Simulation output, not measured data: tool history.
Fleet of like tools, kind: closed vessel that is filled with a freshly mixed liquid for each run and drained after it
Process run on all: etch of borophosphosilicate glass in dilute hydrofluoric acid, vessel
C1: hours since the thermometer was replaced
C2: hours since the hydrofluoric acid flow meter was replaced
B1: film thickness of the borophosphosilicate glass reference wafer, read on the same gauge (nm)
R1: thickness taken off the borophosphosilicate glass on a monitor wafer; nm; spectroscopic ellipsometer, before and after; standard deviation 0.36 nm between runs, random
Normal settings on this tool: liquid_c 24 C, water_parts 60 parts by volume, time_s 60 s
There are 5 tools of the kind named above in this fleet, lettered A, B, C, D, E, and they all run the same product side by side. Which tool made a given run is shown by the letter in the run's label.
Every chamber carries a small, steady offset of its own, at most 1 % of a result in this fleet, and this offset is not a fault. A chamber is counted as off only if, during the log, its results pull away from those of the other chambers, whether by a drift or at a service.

{"run": "1D", "hour": 4.4, "liquid_c": 24, "water_parts": 60, "time_s": 60, "C1": 187.4, "C2": 154.7, "B1": 40.02, "R1": 37.027}
{"run": "2B", "hour": 10.1, "liquid_c": 24, "water_parts": 60, "time_s": 60, "C1": 462.7, "C2": 879.4, "B1": 40.003, "R1": 37.22}
{"run": "3C", "hour": 15.4, "liquid_c": 24, "water_parts": 60, "time_s": 60, "C1": 911.3, "C2": 1226.0, "B1": 40.005, "R1": 37.65}
{"run": "4E", "hour": 18.7, "liquid_c": 24, "water_parts": 60, "time_s": 60, "C1": 51.0, "C2": 509.3, "B1": 40.005, "R1": 36.716}
{"run": "5A", "hour": 24.3, "liquid_c": 24, "water_parts": 60, "time_s": 60, "C1": 701.5, "C2": 832.5, "B1": 39.996, "R1": 37.018}
{"run": "6A", "hour": 31.4, "liquid_c": 24, "water_parts": 60, "time_s": 60, "C1": 708.6, "C2": 839.6, "B1": 39.983, "R1": 37.002}
{"run": "7B", "hour": 36.0, "liquid_c": 24, "water_parts": 60, "time_s": 60, "C1": 488.6, "C2": 905.3, "B1": 40.003, "R1": 37.219}
{"run": "8E", "hour": 43.2, "liquid_c": 24, "water_parts": 60, "time_s": 60, "C1": 75.5, "C2": 533.8, "B1": 40.006, "R1": 37.344}
{"run": "9D", "hour": 46.7, "liquid_c": 24, "water_parts": 60, "time_s": 60, "C1": 229.7, "C2": 197.0, "B1": 39.998, "R1": 36.792}
{"run": "10C", "hour": 53.2, "liquid_c": 24, "water_parts": 60, "time_s": 60, "C1": 949.1, "C2": 1263.8, "B1": 39.997, "R1": 36.852}
{"run": "11A", "hour": 57.8, "liquid_c": 24, "water_parts": 60, "time_s": 60, "C1": 735.0, "C2": 866.0, "B1": 39.998, "R1": 37.544}
{"run": "12D", "hour": 62.7, "liquid_c": 24, "water_parts": 60, "time_s": 60, "C1": 245.7, "C2": 213.0, "B1": 39.989, "R1": 36.784}
{"run": "13B", "hour": 68.9, "liquid_c": 24, "water_parts": 60, "time_s": 60, "C1": 521.5, "C2": 938.2, "B1": 39.995, "R1": 36.882}
{"run": "14C", "hour": 72.7, "liquid_c": 24, "water_parts": 60, "time_s": 60, "C1": 968.6, "C2": 1283.3, "B1": 39.983, "R1": 37.197}
{"run": "15E", "hour": 79.6, "liquid_c": 24, "water_parts": 60, "time_s": 60, "C1": 111.9, "C2": 570.2, "B1": 39.992, "R1": 37.464}
{"run": "16D", "hour": 85.5, "liquid_c": 24, "water_parts": 60, "time_s": 60, "C1": 268.5, "C2": 235.8, "B1": 39.985, "R1": 36.799}
{"run": "17E", "hour": 90.2, "liquid_c": 22, "water_parts": 60, "time_s": 85, "C1": 122.5, "C2": 580.8, "B1": 39.991, "R1": 48.663}
{"run": "18A", "hour": 97.4, "liquid_c": 22, "water_parts": 60, "time_s": 85, "C1": 774.6, "C2": 905.6, "B1": 39.981, "R1": 48.266}
{"run": "19C", "hour": 101.3, "liquid_c": 22, "water_parts": 60, "time_s": 85, "C1": 997.2, "C2": 1311.9, "B1": 40.007, "R1": 47.48}
{"run": "20B", "hour": 105.0, "liquid_c": 22, "water_parts": 60, "time_s": 85, "C1": 557.6, "C2": 974.3, "B1": 40.012, "R1": 47.372}
{"run": "21A", "hour": 109.3, "liquid_c": 22, "water_parts": 60, "time_s": 85, "C1": 786.5, "C2": 917.5, "B1": 39.997, "R1": 47.683}
{"run": "22E", "hour": 115.6, "liquid_c": 24, "water_parts": 60, "time_s": 60, "C1": 147.9, "C2": 606.2, "B1": 39.998, "R1": 37.631}
{"run": "23B", "hour": 121.1, "liquid_c": 24, "water_parts": 60, "time_s": 60, "C1": 573.7, "C2": 990.4, "B1": 40.009, "R1": 35.559}
{"run": "24D", "hour": 124.7, "liquid_c": 24, "water_parts": 60, "time_s": 60, "C1": 307.7, "C2": 275.0, "B1": 40.012, "R1": 36.822}
{"run": "25C", "hour": 129.9, "liquid_c": 24, "water_parts": 45, "time_s": 80, "C1": 1025.8, "C2": 1340.5, "B1": 40.001, "R1": 67.707}
{"run": "26B", "hour": 134.4, "liquid_c": 24, "water_parts": 45, "time_s": 80, "C1": 587.0, "C2": 1003.7, "B1": 40.008, "R1": 63.34}
{"run": "27D", "hour": 140.2, "liquid_c": 24, "water_parts": 45, "time_s": 80, "C1": 323.2, "C2": 290.5, "B1": 40.014, "R1": 64.926}
{"run": "28C", "hour": 147.0, "liquid_c": 24, "water_parts": 45, "time_s": 80, "C1": 1042.9, "C2": 1357.6, "B1": 40.002, "R1": 67.566}
{"run": "29A", "hour": 152.2, "liquid_c": 24, "water_parts": 45, "time_s": 80, "C1": 829.4, "C2": 960.4, "B1": 39.988, "R1": 65.576}
{"run": "30E", "hour": 158.4, "liquid_c": 24, "water_parts": 60, "time_s": 60, "C1": 190.7, "C2": 649.0, "B1": 40.003, "R1": 37.262}
{"run": "31A", "hour": 162.3, "liquid_c": 24, "water_parts": 60, "time_s": 90, "C1": 839.5, "C2": 970.5, "B1": 39.991, "R1": 54.798}
{"run": "32B", "hour": 168.4, "liquid_c": 24, "water_parts": 60, "time_s": 90, "C1": 621.0, "C2": 1037.7, "B1": 39.982, "R1": 52.436}
{"run": "33C", "hour": 173.2, "liquid_c": 24, "water_parts": 60, "time_s": 90, "C1": 1069.1, "C2": 1383.8, "B1": 39.997, "R1": 54.991}
{"run": "34D", "hour": 179.7, "liquid_c": 24, "water_parts": 60, "time_s": 90, "C1": 362.7, "C2": 330.0, "B1": 40.008, "R1": 55.606}
{"run": "35E", "hour": 183.7, "liquid_c": 24, "water_parts": 60, "time_s": 90, "C1": 216.0, "C2": 674.3, "B1": 39.992, "R1": 55.206}
{"run": "36D", "hour": 189.6, "liquid_c": 24, "water_parts": 60, "time_s": 60, "C1": 372.6, "C2": 339.9, "B1": 40.001, "R1": 37.337}
{"run": "37C", "hour": 196.4, "liquid_c": 24, "water_parts": 60, "time_s": 60, "C1": 1092.3, "C2": 1407.0, "B1": 39.986, "R1": 36.982}
{"run": "38A", "hour": 203.4, "liquid_c": 24, "water_parts": 60, "time_s": 60, "C1": 880.6, "C2": 1011.6, "B1": 39.996, "R1": 36.911}
{"run": "39E", "hour": 208.7, "liquid_c": 24, "water_parts": 60, "time_s": 60, "C1": 241.0, "C2": 699.3, "B1": 39.985, "R1": 37.708}
{"run": "40B", "hour": 212.6, "liquid_c": 24, "water_parts": 60, "time_s": 60, "C1": 665.2, "C2": 1081.9, "B1": 40.02, "R1": 33.767}
{"run": "41D", "hour": 216.1, "liquid_c": 24, "water_parts": 60, "time_s": 60, "C1": 399.1, "C2": 366.4, "B1": 40.008, "R1": 36.493}
{"run": "42B", "hour": 223.0, "liquid_c": 24, "water_parts": 60, "time_s": 60, "C1": 675.6, "C2": 1092.3, "B1": 40.017, "R1": 33.894}

All chambers now run identical settings, listed one chamber a line with results as question marks. What results will each chamber show?
{"run": "43A", "hour": 228.3, "liquid_c": 24, "water_parts": 80, "time_s": 60, "R1": "?"}
{"run": "43B", "hour": 228.3, "liquid_c": 24, "water_parts": 80, "time_s": 60, "R1": "?"}
{"run": "43C", "hour": 228.3, "liquid_c": 24, "water_parts": 80, "time_s": 60, "R1": "?"}
{"run": "43D", "hour": 228.3, "liquid_c": 24, "water_parts": 80, "time_s": 60, "R1": "?"}
{"run": "43E", "hour": 228.3, "liquid_c": 24, "water_parts": 80, "time_s": 60, "R1": "?"}

run=43A R1=27.262
run=43B R1=24.742
run=43C R1=27.316
run=43D R1=27.341
run=43E R1=27.116
